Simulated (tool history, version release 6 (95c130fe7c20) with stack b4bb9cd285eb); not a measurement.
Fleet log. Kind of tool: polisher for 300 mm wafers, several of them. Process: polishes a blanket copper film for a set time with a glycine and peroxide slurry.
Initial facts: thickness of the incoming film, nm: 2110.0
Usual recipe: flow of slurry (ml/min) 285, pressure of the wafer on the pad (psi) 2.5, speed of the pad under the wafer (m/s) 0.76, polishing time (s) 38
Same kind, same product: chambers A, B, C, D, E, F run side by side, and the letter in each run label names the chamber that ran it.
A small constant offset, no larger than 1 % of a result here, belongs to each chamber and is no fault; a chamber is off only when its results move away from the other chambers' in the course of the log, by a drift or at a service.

| run | hour | flow of slurry (ml/min) | pressure of the wafer on the pad (psi) | speed of the pad under the wafer (m/s) | polishing time (s) | wafers polished on this pad | hours since the slurry nozzle was cleaned | hours since the head pressure was calibrated | film removed (Å) |
|---|---|---|---|---|---|---|---|---|---|
|  | 2.9 | chamber F: worn pad replaced by a new one |
| 1F | 3.5 | 285 | 2.5 | 0.76 | 38 | 7 | 648.3 | 567.5 | 1418.7 |
| 2C | 7.4 | 285 | 2.5 | 0.76 | 38 | 183 | 366.8 | 252.8 | 1465.5 |
|  | 11.8 | chamber D: slurry nozzle cleaned |
| 3B | 12.5 | 285 | 2.5 | 0.76 | 38 | 396 | 261.9 | 717 | 1459.4 |
|  | 19.1 | chamber A: worn pad replaced by a new one |
| 4E | 19.1 | 285 | 2.5 | 0.76 | 38 | 397 | 208.2 | 305 | 1452.3 |
|  | 24.5 | chamber D: worn pad replaced by a new one |
| 5A | 25.9 | 285 | 2.5 | 0.76 | 38 | 77 | 367.2 | 651.8 | 1435.8 |
| 6D | 32.2 | 285 | 2.5 | 0.76 | 38 | 88 | 20.5 | 40.9 | 1454.7 |
| 7D | 39.2 | 285 | 2.5 | 0.76 | 38 | 168 | 27.5 | 47.9 | 1476.4 |
| 8F | 42.6 | 285 | 2.5 | 0.6 | 26 | 453 | 687.4 | 606.6 | 835.08 |
| 9C | 47.1 | 285 | 2.5 | 0.6 | 26 | 635 | 406.5 | 292.5 | 806.4 |
| 10B | 50.6 | 285 | 2.5 | 0.6 | 26 | 830 | 300 | 755.1 | 839.14 |
| 11A | 56 | 285 | 2.5 | 0.6 | 26 | 420 | 397.3 | 681.9 | 852.88 |
|  | 59.2 | chamber F: worn pad replaced by a new one |
| 12E | 60.9 | 285 | 2.5 | 0.6 | 26 | 873 | 250 | 346.8 | 852.93 |
|  | 61.1 | chamber C: worn pad replaced by a new one |
| 13F | 65.8 | 285 | 2.5 | 0.6 | 26 | 75 | 710.6 | 629.8 | 822.16 |
|  | 66.9 | chamber D: worn pad replaced by a new one |
| 14E | 69.5 | 285 | 2.5 | 0.76 | 38 | 971 | 258.6 | 355.4 | 1478 |
| 15A | 73.5 | 285 | 2.5 | 0.76 | 38 | 620 | 414.8 | 699.4 | 1433.5 |
|  | 74.6 | chamber E: slurry nozzle cleaned |
| 16B | 77.1 | 285 | 2.5 | 0.76 | 45 | 1132 | 326.5 | 781.6 | 1746.5 |
|  | 79.4 | chamber A: head pressure recalibrated |
| 17C | 83.8 | 285 | 2.5 | 0.76 | 45 | 259 | 443.2 | 329.2 | 1700.5 |
| 18D | 88.1 | 285 | 2.5 | 0.76 | 45 | 242 | 76.4 | 96.8 | 1743.1 |
|  | 89.5 | chamber E: worn pad replaced by a new one |
| 19A | 91.1 | 285 | 2.5 | 0.76 | 45 | 820 | 432.4 | 11.7 | 1751.6 |
| 20D | 95.7 | 285 | 2.5 | 0.76 | 45 | 329 | 84 | 104.4 | 1741.3 |
|  | 96 | chamber B: worn pad replaced by a new one |
| 21F | 101.6 | 285 | 2.5 | 0.76 | 45 | 483 | 746.4 | 665.6 | 1708 |
| 22E | 105.7 | 285 | 2.5 | 0.76 | 38 | 184 | 31.2 | 391.6 | 1453.2 |
|  | 107 | chamber F: worn pad replaced by a new one |
| 23B | 110.3 | 285 | 2.5 | 0.76 | 38 | 162 | 359.7 | 814.8 | 1423.8 |
| 24C | 116.6 | 285 | 2.5 | 0.76 | 38 | 632 | 476 | 362 | 1447 |
| 25E | 121.5 | 285 | 2.5 | 0.76 | 38 | 364 | 47 | 407.4 | 1481.1 |
|  | 122.2 | chamber D: worn pad replaced by a new one |
|  | 124.9 | chamber B: head pressure recalibrated |
| 26D | 126.2 | 285 | 2.5 | 0.76 | 38 | 45 | 114.5 | 134.9 | 1456.9 |
|  | 131.1 | chamber C: slurry nozzle cleaned |
| 27F | 131.4 | 285 | 2.5 | 0.76 | 38 | 278 | 776.2 | 695.4 | 1477.8 |
| 28C | 137.8 | 285 | 1.7 | 0.76 | 30 | 874 | 6.7 | 383.2 | 860.47 |
|  | 139.1 | chamber C: worn pad replaced by a new one |
|  | 141.5 | chamber A: worn pad replaced by a new one |
| 29B | 141.8 | 285 | 1.7 | 0.76 | 30 | 521 | 391.2 | 16.9 | 882.98 |
| 30A | 148.7 | 285 | 1.7 | 0.76 | 30 | 82 | 490 | 69.3 | 895.47 |
| 31F | 155.7 | 285 | 1.7 | 0.76 | 30 | 555 | 800.5 | 719.7 | 880.37 |
|  | 159.9 | chamber F: slurry nozzle cleaned |
| 32E | 161.5 | 285 | 1.7 | 0.76 | 30 | 820 | 87 | 447.4 | 861.32 |
|  | 165.8 | chamber D: worn pad replaced by a new one |
| 33B | 165.9 | 285 | 1.7 | 0.76 | 30 | 796 | 415.3 | 41 | 872.72 |
|  | 167.8 | chamber F: worn pad replaced by a new one |
| 34D | 171.3 | 285 | 2.5 | 0.76 | 38 | 63 | 159.6 | 180 | 1430.9 |
| 35A | 175.2 | 285 | 2.5 | 0.76 | 38 | 384 | 516.5 | 95.8 | 1479.1 |
| 36C | 180.1 | 285 | 2.8 | 0.76 | 38 | 467 | 49 | 425.5 | 1605.2 |
| 37E | 183.4 | 285 | 2.8 | 0.76 | 38 | 1069 | 108.9 | 469.3 | 1594.7 |
| 38D | 189.8 | 285 | 2.8 | 0.76 | 38 | 274 | 178.1 | 198.5 | 1588.1 |
| 39A | 195.2 | 285 | 2.8 | 0.76 | 38 | 612 | 536.5 | 115.8 | 1604 |
| 40B | 200.3 | 285 | 2.8 | 0.76 | 38 | 1188 | 449.7 | 75.4 | 1609.8 |
| 41C | 206.1 | 285 | 2.8 | 0.76 | 38 | 764 | 75 | 451.5 | 1571.6 |
|  | 208.3 | chamber B: worn pad replaced by a new one |
|  | 209 | chamber D: worn pad replaced by a new one |
| 42F | 210.6 | 285 | 2.5 | 0.76 | 38 | 488 | 50.7 | 774.6 | 1431.9 |
| 43B | 217.7 | 285 | 2.5 | 0.76 | 38 | 107 | 467.1 | 92.8 | 1452.2 |
| 44D | 223.3 | 285 | 2.5 | 0.76 | 38 | 163 | 211.6 | 232 | 1421.1 |

Which is it: a chamber that has drifted or been left off by a service, a gauge drift common to all chambers, or only each chamber's usual small offset? If a chamber is off, name it and its likeliest cause.

Neither any chamber nor the gauge drifts; the chambers differ only by their own small, steady offsets.

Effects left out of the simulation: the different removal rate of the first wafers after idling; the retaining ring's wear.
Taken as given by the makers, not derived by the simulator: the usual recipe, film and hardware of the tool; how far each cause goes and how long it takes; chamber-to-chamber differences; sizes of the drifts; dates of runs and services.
